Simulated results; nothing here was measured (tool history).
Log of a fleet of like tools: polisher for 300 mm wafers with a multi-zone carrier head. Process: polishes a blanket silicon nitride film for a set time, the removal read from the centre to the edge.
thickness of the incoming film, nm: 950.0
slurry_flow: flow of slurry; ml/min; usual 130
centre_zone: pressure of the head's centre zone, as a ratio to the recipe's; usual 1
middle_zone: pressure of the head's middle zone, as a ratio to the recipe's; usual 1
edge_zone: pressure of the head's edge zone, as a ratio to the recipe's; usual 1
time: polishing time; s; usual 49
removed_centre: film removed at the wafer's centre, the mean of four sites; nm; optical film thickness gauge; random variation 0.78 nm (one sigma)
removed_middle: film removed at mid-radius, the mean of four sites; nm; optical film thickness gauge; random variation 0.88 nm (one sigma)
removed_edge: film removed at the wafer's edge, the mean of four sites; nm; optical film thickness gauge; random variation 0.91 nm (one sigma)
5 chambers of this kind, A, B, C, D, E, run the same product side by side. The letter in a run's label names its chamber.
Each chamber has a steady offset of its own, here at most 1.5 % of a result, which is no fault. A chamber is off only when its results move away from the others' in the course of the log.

run,hour,slurry_flow,centre_zone,middle_zone,edge_zone,time,wafers polished on this pad,hours since the slurry nozzle was cleaned,hours since the centre zone pressure was calibrated,hours since the edge zone pressure was calibrated,removed_centre,removed_middle,removed_edge
# hour 2.7: chamber D: slurry nozzle cleaned
1C,7.4,130,1,1,1,49,579,122.7,1225.7,741.7,66.407,67.017,64.77
# hour 7.9: chamber E: worn pad replaced by a new one
2D,13,130,1,1,1,49,262,10.4,196.6,678.8,65.472,65.392,66.959
# hour 15.4: chamber B: worn pad replaced by a new one
# hour 15.5: chamber C: worn pad replaced by a new one
3E,20.1,130,1,1,1,49,155,468.1,199.3,302.2,65.637,65.91,65.96
4A,26.2,130,1,1,1,49,392,356.1,76.8,850.8,65.964,65.313,65.241
# hour 32.2: chamber C: centre zone pressure recalibrated
5B,32.8,130,1,1,1,49,221,95.6,335.3,983.4,62.735,64.798,67.025
6E,39.8,130,1,1,1,49,405,487.8,219,321.9,65.479,66.286,66.623
7D,45.2,130,1,1,1,49,671,42.6,228.8,711,64.16,65.262,66.162
8B,49.6,130,1,1.05,1.1,49,435,112.4,352.1,1000.2,64.676,67.581,68.469
9A,55.1,130,1,1.05,1.1,49,759,385,105.7,879.7,65.052,68.165,68.98
10C,61.8,130,1,1.05,1.1,49,587,177.1,29.6,796.1,65.356,66.818,68.183
# hour 63.4: chamber C: worn pad replaced by a new one
11C,68.2,130,1,1.05,1.1,49,61,183.5,36,802.5,65.576,67.28,70.211
# hour 70.8: chamber D: worn pad replaced by a new one
# hour 70.8: chamber A: worn pad replaced by a new one
12D,75.3,130,1,1.05,1.1,49,57,72.7,258.9,741.1,64.231,67.701,68.842
13B,82.8,130,1,1,1,49,856,145.6,385.3,1033.4,63.994,65.222,65.618
14E,88.3,130,1,1,1,49,1021,536.3,267.5,370.4,64.425,65.492,65.984
15A,92.4,130,1,1,1,49,274,422.3,143,917,64.418,66.092,64.141
16D,98.3,130,1,1,1,49,349,95.7,281.9,764.1,63.852,64.569,65.838
# hour 102.6: chamber E: worn pad replaced by a new one
17A,104.6,130,1,1,1,49,429,434.5,155.2,929.2,64.526,65.88,65.35
# hour 106.3: chamber C: worn pad replaced by a new one
18B,113.1,130,1,1,1,49,1241,175.9,415.6,1063.7,65.004,64.461,65.925
19C,121.3,130,1,1,1,49,190,236.6,89.1,855.6,65.179,62.997,62.544
20E,125.7,130,1,1,1,49,293,573.7,304.9,407.8,65.689,67.819,65.648
# hour 131.9: chamber B: worn pad replaced by a new one
21D,134,130,1,1,1,49,802,131.4,317.6,799.8,66.18,63.581,65.695
# hour 134.4: chamber A: worn pad replaced by a new one
# hour 137.5: chamber D: worn pad replaced by a new one
22B,141.6,130,1,1,1,49,123,204.4,444.1,1092.2,63.382,65.451,65.926
23E,145.4,130,1,1,1,49,543,593.4,324.6,427.5,65.464,65.542,65.144
24C,149.3,130,1,1,1,49,546,264.6,117.1,883.6,62.276,62.608,61.737
# hour 150.4: chamber C: worn pad replaced by a new one
25A,156.6,130,1,1,1,49,282,486.5,207.2,981.2,63.195,65.192,63.404
26C,161.1,130,1,1,1,49,136,276.4,128.9,895.4,62.425,61.909,63.498
# hour 162.5: chamber C: edge zone pressure recalibrated
# hour 162.9: chamber E: edge zone pressure recalibrated
27B,165.8,130,1,1,1,49,430,228.6,468.3,1116.4,64.485,64.211,66.79
# hour 169.7: chamber E: centre zone pressure recalibrated
28A,171.3,130,1,1,1,49,469,501.2,221.9,995.9,64.217,67.091,64.606
29D,175.6,130,1,1,1,49,484,173,359.2,841.4,64.348,65.013,65.18
30E,180.6,130,1,1,1,49,990,628.6,11,17.8,65.657,65.587,64.057
31A,185.1,130,1,1,0.96,49,644,515,235.7,1009.7,63.898,66.474,63.926
32B,193.3,130,1,1,0.96,49,779,256.1,495.8,1143.9,65.087,65.48,64.779
33E,201.4,130,1,1,0.96,49,1254,649.4,31.8,38.6,64.498,67.189,63.082
# hour 204.6: chamber D: worn pad replaced by a new one
# hour 205.3: chamber A: worn pad replaced by a new one
34D,206,130,1,1,0.96,49,17,203.4,389.6,871.8,64.707,65.237,64.788
# hour 206.3: chamber C: worn pad replaced by a new one
35C,213.7,130,1,1,0.96,49,94,329,181.5,51.2,59.772,57.35,60.17
# hour 214.3: chamber E: worn pad replaced by a new one
36B,220.7,130,1,1,1,49,1127,283.5,523.2,1171.3,65.211,63.916,66.402
37E,227.4,130,1,1,1,49,167,675.4,57.8,64.6,65.71,66.293,66.009
38C,235.1,130,1,1,1,49,366,350.4,202.9,72.6,58.31,57.218,61.142
39D,238.9,130,1,1,1,49,435,236.3,422.5,904.7,65.229,63.602,65.728
40A,245.3,130,1,1,1,49,507,575.2,295.9,1069.9,63.544,64.907,65.011

What goes on in this fleet: one chamber off, a drifting gauge, or nothing beyond the chambers' own small offsets? Name the chamber and the cause, if any.

Chamber C drifts away from the others.
Cause: slurry flow missing at the pad, % = 39.2.

Here are 4 candidates for chamber C's next run, each the usual settings with a change, their results left as question marks. Which one brings its results back in line with what the others give on the usual settings?
In line means no further than this from the other chambers' mean on the usual settings: removed_centre 2.7 nm; removed_middle 3.1 nm; removed_edge 3.2 nm
41C-1,251.5,110,0.97,0.95,1.03,42,,,,,?,?,?
41C-2,251.5,120,0.98,0.97,1.02,45,,,,,?,?,?
41C-3,251.5,145,1.02,1.03,0.98,54,,,,,?,?,?
41C-4,251.5,150,1.04,1.05,0.96,57,,,,,?,?,?

The other chambers' mean on the usual settings: removed_centre 64.772 nm; removed_middle 65.201 nm; removed_edge 65.438 nm
run,removed_centre,removed_middle,removed_edge
41C-1,43.271,43.217,49.494
41C-2,48.857,48.855,53.899
41C-3,66.216,66.168,66.07
41C-4,72.287,71.843,69.481
41C-3 brings the chamber back in line.
